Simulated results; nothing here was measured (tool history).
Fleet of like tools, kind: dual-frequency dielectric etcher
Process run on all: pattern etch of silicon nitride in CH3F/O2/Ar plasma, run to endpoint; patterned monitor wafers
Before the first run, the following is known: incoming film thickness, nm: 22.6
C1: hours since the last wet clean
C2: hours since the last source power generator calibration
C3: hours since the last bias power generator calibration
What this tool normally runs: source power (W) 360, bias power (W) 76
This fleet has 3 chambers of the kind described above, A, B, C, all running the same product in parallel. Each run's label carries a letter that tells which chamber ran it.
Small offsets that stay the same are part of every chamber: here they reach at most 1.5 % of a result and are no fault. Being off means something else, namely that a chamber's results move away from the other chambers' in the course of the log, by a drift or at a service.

Run 1C, hour 3.4: usual settings; C1 334.9; C2 2198.8; C3 2246.2. Result: endpoint time (s) 33.668.
Run 2A, hour 9.9: usual settings; C1 124.5; C2 1758.4; C3 44.3. Result: endpoint time (s) 33.306.
Run 3B, hour 17.2: usual settings; C1 80.1; C2 355.0; C3 606.7. Result: endpoint time (s) 33.231.
Run 4A, hour 21.1: usual settings; C1 135.7; C2 1769.6; C3 55.5. Result: endpoint time (s) 33.314.
Run 5C, hour 28.6: usual settings; C1 360.1; C2 2224.0; C3 2271.4. Result: endpoint time (s) 33.297.
Run 6B, hour 32.4: usual settings; C1 95.3; C2 370.2; C3 621.9. Result: endpoint time (s) 33.818.
Run 7B, hour 37.3: usual settings; C1 100.2; C2 375.1; C3 626.8. Result: endpoint time (s) 33.501.
Run 8A, hour 43.8: usual settings; C1 158.4; C2 1792.3; C3 78.2. Result: endpoint time (s) 33.400.
Run 9C, hour 48.0: usual settings; C1 379.5; C2 2243.4; C3 2290.8. Result: endpoint time (s) 33.593.
Run 10A, hour 52.2: usual settings; C1 166.8; C2 1800.7; C3 86.6. Result: endpoint time (s) 33.307.
Run 11B, hour 58.4: usual settings but source power (W) 320; C1 121.3; C2 396.2; C3 647.9. Result: endpoint time (s) 35.679.
Run 12C, hour 63.3: usual settings but source power (W) 320; C1 394.8; C2 2258.7; C3 2306.1. Result: endpoint time (s) 35.186.
Run 13A, hour 69.8: usual settings but source power (W) 320; C1 184.4; C2 1818.3; C3 104.2. Result: endpoint time (s) 34.715.
Run 14B, hour 74.9: usual settings but bias power (W) 68; C1 137.8; C2 412.7; C3 664.4. Result: endpoint time (s) 34.916.
Run 15C, hour 79.0: usual settings but bias power (W) 68; C1 410.5; C2 2274.4; C3 2321.8. Result: endpoint time (s) 34.877.
Run 16B, hour 83.4: usual settings but bias power (W) 68; C1 146.3; C2 421.2; C3 672.9. Result: endpoint time (s) 35.311.
Run 17C, hour 88.3: usual settings; C1 419.8; C2 2283.7; C3 2331.1. Result: endpoint time (s) 33.644.
Run 18A, hour 95.8: usual settings; C1 210.4; C2 1844.3; C3 130.2. Result: endpoint time (s) 32.934.
Run 19A, hour 101.0: usual settings; C1 215.6; C2 1849.5; C3 135.4. Result: endpoint time (s) 33.067.
Run 20B, hour 105.3: usual settings; C1 168.2; C2 443.1; C3 694.8. Result: endpoint time (s) 33.753.
Run 21C, hour 112.5: usual settings; C1 444.0; C2 2307.9; C3 2355.3. Result: endpoint time (s) 33.725.
Run 22A, hour 117.5: usual settings; C1 232.1; C2 1866.0; C3 151.9. Result: endpoint time (s) 33.031.
Run 23C, hour 121.1: usual settings; C1 452.6; C2 2316.5; C3 2363.9. Result: endpoint time (s) 33.744.
Run 24B, hour 128.0: usual settings; C1 190.9; C2 465.8; C3 717.5. Result: endpoint time (s) 33.453.
At hour 130.7: chamber A: source power generator calibrated.
Run 25C, hour 133.0: usual settings; C1 464.5; C2 2328.4; C3 2375.8. Result: endpoint time (s) 34.320.
Run 26B, hour 139.7: usual settings but bias power (W) 86; C1 202.6; C2 477.5; C3 729.2. Result: endpoint time (s) 32.300.
Run 27A, hour 146.3: usual settings but bias power (W) 86; C1 260.9; C2 15.7; C3 180.7. Result: endpoint time (s) 31.896.
Run 28A, hour 151.4: usual settings but bias power (W) 86; C1 266.0; C2 20.8; C3 185.8. Result: endpoint time (s) 31.939.
Run 29B, hour 158.5: usual settings; C1 221.4; C2 496.3; C3 748.0. Result: endpoint time (s) 34.254.
Run 30C, hour 164.2: usual settings; C1 495.7; C2 2359.6; C3 2407.0. Result: endpoint time (s) 34.635.
Run 31A, hour 167.6: usual settings; C1 282.2; C2 37.0; C3 202.0. Result: endpoint time (s) 33.647.
Run 32C, hour 173.1: usual settings but source power (W) 320; C1 504.6; C2 2368.5; C3 2415.9. Result: endpoint time (s) 36.275.
Run 33B, hour 177.2: usual settings but source power (W) 320; C1 240.1; C2 515.0; C3 766.7. Result: endpoint time (s) 35.012.
Run 34A, hour 184.2: usual settings but source power (W) 320; C1 298.8; C2 53.6; C3 218.6. Result: endpoint time (s) 34.608.

All 3 chambers run these settings next. Forecast each chamber's results:
Run 35A, hour 189.6: usual settings. Result: endpoint time (s) ?.
Run 35B, hour 189.6: usual settings. Result: endpoint time (s) ?.
Run 35C, hour 189.6: usual settings. Result: endpoint time (s) ?.

run  endpoint time (s)
35A             33.079
35B             34.064
35C             34.879

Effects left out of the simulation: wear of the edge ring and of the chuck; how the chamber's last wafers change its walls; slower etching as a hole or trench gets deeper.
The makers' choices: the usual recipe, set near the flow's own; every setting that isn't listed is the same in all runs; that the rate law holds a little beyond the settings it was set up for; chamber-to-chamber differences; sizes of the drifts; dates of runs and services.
